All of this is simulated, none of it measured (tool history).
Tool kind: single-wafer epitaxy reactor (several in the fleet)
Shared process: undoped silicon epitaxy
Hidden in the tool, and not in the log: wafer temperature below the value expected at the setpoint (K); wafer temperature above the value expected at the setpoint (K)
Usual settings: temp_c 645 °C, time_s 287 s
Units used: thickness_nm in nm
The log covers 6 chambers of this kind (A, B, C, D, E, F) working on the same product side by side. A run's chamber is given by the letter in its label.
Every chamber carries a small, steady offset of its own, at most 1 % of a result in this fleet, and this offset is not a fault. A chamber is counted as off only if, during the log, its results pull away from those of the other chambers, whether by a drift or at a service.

| run | hour | temp_c | time_s | hours since the last pyrometer calibration | read-back reference wafer on the same gauge, thickness_nm | thickness_nm |
|---|---|---|---|---|---|---|
| 1D | 13.4 | 645 | 287 | 1054.6 | 39.289 | 42.937 |
| 2B | 27.7 | 645 | 287 | 335.1 | 39.295 | 42.972 |
| 3C | 36.1 | 645 | 287 | 1959.6 | 39.284 | 43.387 |
| 4A | 49.3 | 645 | 287 | 189.1 | 39.276 | 43.383 |
| 5E | 62.8 | 645 | 287 | 854.8 | 39.287 | 43.630 |
| 6F | 77.5 | 638 | 246 | 406.9 | 39.280 | 31.603 |
| 7A | 91.3 | 638 | 246 | 231.1 | 39.266 | 31.728 |
| 8D | 107.1 | 638 | 246 | 1148.3 | 39.269 | 31.579 |
| 9B | 115.9 | 638 | 246 | 423.3 | 39.240 | 31.566 |
| 10C | 127.1 | 638 | 246 | 2050.6 | 39.249 | 31.762 |
| 11F | 139.6 | 638 | 246 | 469.0 | 39.241 | 31.657 |
| 12E | 148.8 | 645 | 287 | 940.8 | 39.256 | 43.458 |
| 13A | 163.0 | 645 | 287 | 302.8 | 39.238 | 43.313 |
| 14B | 170.5 | 645 | 287 | 477.9 | 39.226 | 42.996 |
| 15F | 185.2 | 645 | 287 | 514.6 | 39.224 | 43.159 |
| 16D | 199.4 | 645 | 287 | 1240.6 | 39.230 | 42.877 |
| 17C | 211.8 | 645 | 287 | 2135.3 | 39.217 | 43.307 |
| 18E | 223.4 | 645 | 287 | 1015.4 | 39.213 | 43.483 |
| 19E | 235.9 | 645 | 287 | 1027.9 | 39.215 | 43.509 |
| 20F | 246.4 | 645 | 287 | 575.8 | 39.210 | 43.091 |
| 21B | 257.4 | 645 | 287 | 564.8 | 39.201 | 42.918 |
| 22A | 267.1 | 645 | 287 | 406.9 | 39.214 | 43.151 |
| 23D | 276.5 | 645 | 287 | 1317.7 | 39.192 | 42.703 |
| 24C | 291.3 | 645 | 287 | 2214.8 | 39.185 | 43.360 |
| 25C | 306.5 | 645 | 287 | 2230.0 | 39.170 | 43.197 |
|  | 309.0 | chamber E: pyrometer calibrated |
| 26A | 322.1 | 645 | 287 | 461.9 | 39.184 | 43.220 |
| 27F | 329.7 | 645 | 287 | 659.1 | 39.165 | 43.028 |
| 28B | 339.4 | 645 | 246 | 646.8 | 39.172 | 36.727 |
| 29E | 347.7 | 645 | 246 | 38.8 | 39.176 | 37.228 |
| 30D | 362.1 | 645 | 246 | 1403.3 | 39.176 | 36.692 |
| 31E | 375.6 | 645 | 246 | 66.7 | 39.170 | 37.125 |
| 32D | 388.9 | 645 | 246 | 1430.1 | 39.155 | 36.746 |
| 33F | 402.9 | 645 | 246 | 732.3 | 39.151 | 36.892 |
| 34C | 416.2 | 645 | 287 | 2339.7 | 39.147 | 43.231 |
| 35B | 427.9 | 637 | 242 | 735.3 | 39.159 | 30.302 |
| 36A | 438.5 | 637 | 242 | 578.3 | 39.130 | 30.442 |
| 37B | 449.9 | 637 | 242 | 757.3 | 39.137 | 30.345 |
| 38C | 465.1 | 637 | 242 | 2388.6 | 39.142 | 30.550 |
| 39E | 479.1 | 637 | 242 | 170.2 | 39.140 | 30.534 |
| 40F | 492.1 | 637 | 242 | 821.5 | 39.113 | 30.295 |
| 41A | 502.1 | 645 | 287 | 641.9 | 39.118 | 43.116 |
| 42D | 517.4 | 645 | 264 | 1558.6 | 39.103 | 39.420 |
| 43E | 524.8 | 645 | 264 | 215.9 | 39.100 | 39.895 |
| 44F | 535.7 | 645 | 264 | 865.1 | 39.110 | 39.460 |

For the next run the whole fleet of 6 chambers uses the same settings. Give each chamber's results:
| 45A | 547.0 | 638 | 287 |  |  | ? |
| 45B | 547.0 | 638 | 287 |  |  | ? |
| 45C | 547.0 | 638 | 287 |  |  | ? |
| 45D | 547.0 | 638 | 287 |  |  | ? |
| 45E | 547.0 | 638 | 287 |  |  | ? |
| 45F | 547.0 | 638 | 287 |  |  | ? |

| run | thickness_nm |
|---|---|
| 45A | 36.834 |
| 45B | 36.699 |
| 45C | 36.950 |
| 45D | 36.618 |
| 45E | 36.994 |
| 45F | 36.772 |
